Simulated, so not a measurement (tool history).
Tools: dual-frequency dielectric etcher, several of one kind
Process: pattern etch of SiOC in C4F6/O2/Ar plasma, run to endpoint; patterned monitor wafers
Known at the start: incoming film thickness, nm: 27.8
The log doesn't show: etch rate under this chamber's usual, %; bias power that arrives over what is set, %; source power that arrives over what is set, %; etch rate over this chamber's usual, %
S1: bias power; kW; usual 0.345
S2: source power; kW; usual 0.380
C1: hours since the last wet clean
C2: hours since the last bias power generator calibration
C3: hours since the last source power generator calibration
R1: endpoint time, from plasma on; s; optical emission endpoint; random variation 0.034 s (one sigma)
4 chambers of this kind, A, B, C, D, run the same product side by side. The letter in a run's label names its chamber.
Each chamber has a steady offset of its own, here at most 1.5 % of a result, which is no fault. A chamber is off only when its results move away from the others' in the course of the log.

run   hour     S1     S2     C1      C2      C3       R1
 1D   10.7  0.345  0.380  309.4  3146.2   818.5  11.0000
      20.8  -- chamber D: wet clean of the chamber
 2B   21.3  0.345  0.380  123.0  1117.2  1254.8  10.9840
 3C   28.0  0.345  0.380  263.5  2344.9   643.3  10.9790
 4A   37.9  0.345  0.380  363.7  1668.9  1501.7  10.9230
 5A   45.3  0.345  0.380  371.1  1676.3  1509.1  10.9360
 6D   55.9  0.345  0.380   35.1  3191.4   863.7  11.0370
 7C   66.6  0.345  0.380  302.1  2383.5   681.9  10.9140
 8B   78.0  0.345  0.380  179.7  1173.9  1311.5  10.8490
 9D   88.6  0.345  0.380   67.8  3224.1   896.4  11.0210
10A   96.6  0.345  0.380  422.4  1727.6  1560.4  10.9140
11C  105.8  0.345  0.380  341.3  2422.7   721.1  10.9880
12B  116.3  0.345  0.380  218.0  1212.2  1349.8  10.8460
13B  121.8  0.345  0.380  223.5  1217.7  1355.3  10.8840
14D  130.1  0.345  0.380  109.3  3265.6   937.9  11.0210
15C  142.1  0.345  0.380  377.6  2459.0   757.4  10.9960
16A  148.7  0.345  0.380  474.5  1779.7  1612.5  10.9440
17B  154.9  0.345  0.380  256.6  1250.8  1388.4  10.7760
18A  164.3  0.345  0.380  490.1  1795.3  1628.1  10.9230
19C  175.6  0.345  0.380  411.1  2492.5   790.9  10.9110
20D  182.7  0.345  0.380  161.9  3318.2   990.5  11.0280
21B  190.6  0.345  0.380  292.3  1286.5  1424.1  10.7060
22D  200.3  0.345  0.380  179.5  3335.8  1008.1  10.9790
23A  206.8  0.345  0.380  532.6  1837.8  1670.6  10.9710
     214.9  -- chamber A: wet clean of the chamber
24C  215.6  0.345  0.380  451.1  2532.5   830.9  10.8980
25B  225.9  0.400  0.450  327.6  1321.8  1459.4   9.4818
26D  232.1  0.400  0.450  211.3  3367.6  1039.9   9.8000
27A  241.5  0.400  0.450   26.7  1872.5  1705.3   9.7334
28C  246.9  0.400  0.450  482.4  2563.8   862.2   9.7593
29D  253.9  0.345  0.380  233.1  3389.4  1061.7  11.0520
30A  261.0  0.277  0.450   46.2  1892.0  1724.8  11.0560
31C  271.3  0.277  0.450  506.8  2588.2   886.6  11.1360
32B  278.5  0.277  0.450  380.2  1374.4  1512.0  10.6660
33C  289.4  0.277  0.450  524.9  2606.3   904.7  11.0760
34D  299.4  0.345  0.380  278.6  3434.9  1107.2  11.0440
     302.5  -- chamber C: wet clean of the chamber
35A  306.3  0.345  0.330   91.5  1937.3  1770.1  11.5280
36B  313.9  0.345  0.330  415.6  1409.8  1547.4  11.0990
37D  322.8  0.345  0.330  302.0  3458.3  1130.6  11.6140
38C  332.6  0.345  0.330   30.1  2649.5   947.9  11.6150
39A  342.5  0.345  0.380  127.7  1973.5  1806.3  10.9350
     346.5  -- chamber D: wet clean of the chamber
40B  348.3  0.345  0.310  450.0  1444.2  1581.8  11.2750
41D  354.3  0.345  0.310    7.9  3489.8  1162.1  11.9100

Next, every chamber runs the same settings. What will each give?
42A  363.0  0.345  0.380               ?
42B  363.0  0.345  0.380               ?
42C  363.0  0.345  0.380               ?
42D  363.0  0.345  0.380               ?

run       R1
42A  10.9820
42B  10.4710
42C  11.0040
42D  11.0680

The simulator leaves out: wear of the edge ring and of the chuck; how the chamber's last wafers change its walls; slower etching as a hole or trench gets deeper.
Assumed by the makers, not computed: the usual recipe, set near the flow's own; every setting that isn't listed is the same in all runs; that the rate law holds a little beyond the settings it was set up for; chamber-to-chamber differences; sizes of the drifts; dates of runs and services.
